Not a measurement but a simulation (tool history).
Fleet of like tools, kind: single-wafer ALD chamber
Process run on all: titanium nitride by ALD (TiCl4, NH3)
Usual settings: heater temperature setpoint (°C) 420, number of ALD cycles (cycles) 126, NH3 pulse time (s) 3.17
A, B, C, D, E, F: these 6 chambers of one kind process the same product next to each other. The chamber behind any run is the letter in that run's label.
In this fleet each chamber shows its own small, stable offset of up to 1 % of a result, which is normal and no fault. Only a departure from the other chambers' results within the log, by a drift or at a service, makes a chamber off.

run   hour  heater temperature setpoint (°C)  number of ALD cycles (cycles)  NH3 pulse time (s)  read-back reference wafer on the same gauge, thickness_nm  mean film thickness on the monitor wafer (angstrom)
 1D    4.1                               420                            126                3.17                                                     2.3091                                               28.268
 2A    7.4                               420                            126                3.17                                                      2.309                                               28.478
 3F   12.7                               420                            126                3.17                                                     2.3089                                               28.443
 4C   17.6                               420                            126                3.17                                                     2.3082                                                28.42
 5E   20.2                               420                            126                3.17                                                     2.3079                                               28.356
 6B   24.9                               420                            126                3.17                                                     2.3074                                               28.517
 7B   29.4                               420                            126                3.17                                                     2.3064                                               28.491
 8A   31.8                               420                            126                3.17                                                      2.307                                                28.47
 9C   35.2                               420                            126                3.17                                                     2.3081                                               28.456
10F   37.7                               433                            126                3.17                                                     2.3072                                               28.384
11E   41.2                               433                            126                3.17                                                     2.3065                                               28.201
12D   44.6                               433                            126                3.17                                                     2.3049                                                28.18
13E     50                               433                            126                3.17                                                     2.3069                                               28.139
14B   55.5                               433                            126                3.17                                                      2.305                                               28.549
15F   59.1                               433                            126                3.17                                                     2.3045                                               28.407
16D   62.6                               420                            126                3.17                                                     2.3026                                               28.113
17C   67.7                               420                            126                3.17                                                     2.3026                                               28.332
18A   72.5                               420                            126                3.17                                                      2.303                                               28.447
19A   76.2                               420                            126                3.17                                                     2.3025                                                28.35
20C   80.4                               420                            126                3.17                                                     2.3026                                               28.387
21E   85.4                               420                            126                3.17                                                     2.3014                                               28.168
22D   88.5                               420                            126                3.17                                                      2.302                                               28.248
23B   91.8                               420                            126                3.17                                                     2.3016                                               28.369
24F     96                               420                            126                2.03                                                      2.301                                                27.99
25A  101.6                               420                            126                2.03                                                     2.3004                                               27.981
26B  105.4                               420                            126                2.03                                                     2.2999                                                28.06
27F    108                               420                            126                2.03                                                     2.2997                                               28.105
28E    111                               420                            126                2.03                                                     2.2991                                               27.833
29D  113.8                               420                            126                2.03                                                     2.2995                                               27.803
30C  118.4                               420                            126                3.17                                                     2.2996                                               28.355
31C  123.4                               420                            126                3.17                                                     2.2984                                               28.382
32E  127.6                               420                            126                3.17                                                     2.2978                                               28.206
33B    133                               420                            126                3.17                                                     2.2971                                               28.271
34F    136                               407                            140                3.17                                                     2.2971                                               31.377
35A  139.4                               407                            140                3.17                                                     2.2975                                               31.387
36D  143.3                               407                            140                3.17                                                      2.296                                               31.194
37A  147.1                               407                            140                3.17                                                     2.2959                                                31.34
38B  151.7                               407                            140                3.17                                                     2.2947                                               31.451
39E  155.4                               407                            140                3.17                                                     2.2954                                               31.111
40F  158.8                               420                            126                3.17                                                     2.2959                                               28.303
41C  162.4                               420                            112                4.09                                                      2.295                                               25.222

The same settings go to every chamber for the next run, one line per chamber below. Forecast the results for each:
42A  166.5                               420                            126                3.17                                                                                                               ?
42B  166.5                               420                            126                3.17                                                                                                               ?
42C  166.5                               420                            126                3.17                                                                                                               ?
42D  166.5                               420                            126                3.17                                                                                                               ?
42E  166.5                               420                            126                3.17                                                                                                               ?
42F  166.5                               420                            126                3.17                                                                                                               ?

run  mean film thickness on the monitor wafer (angstrom)
42A                                                28.29
42B                                               28.294
42C                                               28.244
42D                                               28.117
42E                                                 28.1
42F                                               28.302

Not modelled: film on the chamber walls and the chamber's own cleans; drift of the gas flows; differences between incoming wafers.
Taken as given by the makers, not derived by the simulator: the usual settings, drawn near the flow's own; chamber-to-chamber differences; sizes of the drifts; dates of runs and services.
